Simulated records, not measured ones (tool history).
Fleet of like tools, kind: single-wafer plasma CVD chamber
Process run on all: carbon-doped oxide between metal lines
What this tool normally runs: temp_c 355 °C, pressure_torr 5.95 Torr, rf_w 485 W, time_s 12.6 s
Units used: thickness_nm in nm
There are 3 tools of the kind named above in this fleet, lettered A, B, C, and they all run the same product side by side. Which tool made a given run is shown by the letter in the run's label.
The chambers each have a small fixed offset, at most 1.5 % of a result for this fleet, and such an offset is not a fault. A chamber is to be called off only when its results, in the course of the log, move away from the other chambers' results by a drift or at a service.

run,day,temp_c,pressure_torr,rf_w,time_s,"read-back reference wafer on the same gauge, thickness_nm",thickness_nm
1B,0.142,355,5.95,485,12.6,72.717,64.500
2C,0.379,355,5.95,485,12.6,72.835,64.472
3A,0.529,355,5.95,485,12.6,72.742,65.581
4A,0.800,355,5.95,485,12.6,72.802,64.671
5B,1.000,355,5.95,485,12.6,72.585,65.263
6C,1.233,355,5.95,485,12.6,72.774,64.097
7C,1.396,355,5.95,485,12.6,72.719,65.119
8B,1.608,355,5.95,485,11.5,72.738,58.909
9A,1.888,355,5.95,485,11.5,72.722,59.491
10C,2.079,355,5.95,485,11.5,72.686,58.903
11A,2.208,355,5.95,485,12.6,72.693,65.930
12B,2.338,355,5.42,560,12.6,72.727,70.137
13C,2.542,355,5.42,560,12.6,72.608,69.045
14B,2.783,355,5.42,560,12.6,72.735,68.661
15A,3.046,355,5.95,485,12.6,72.662,65.032
16A,3.308,355,5.95,485,12.6,72.752,64.754
17C,3.492,355,5.95,485,12.6,72.739,64.553
18B,3.629,355,5.95,485,12.6,72.699,62.426
19B,3.775,355,5.95,485,12.6,72.634,63.163
20C,3.921,355,5.95,485,12.6,72.757,65.408
21A,4.162,355,5.95,485,12.6,72.751,64.699
22A,4.292,355,7.07,485,10.4,72.738,54.726
23B,4.488,355,7.07,485,10.4,72.628,51.717

Next, every chamber runs the same settings. What will each give?
24A,4.692,355,5.95,485,14.0,,?
24B,4.692,355,5.95,485,14.0,,?
24C,4.692,355,5.95,485,14.0,,?

run,thickness_nm
24A,72.071
24B,68.580
24C,71.462

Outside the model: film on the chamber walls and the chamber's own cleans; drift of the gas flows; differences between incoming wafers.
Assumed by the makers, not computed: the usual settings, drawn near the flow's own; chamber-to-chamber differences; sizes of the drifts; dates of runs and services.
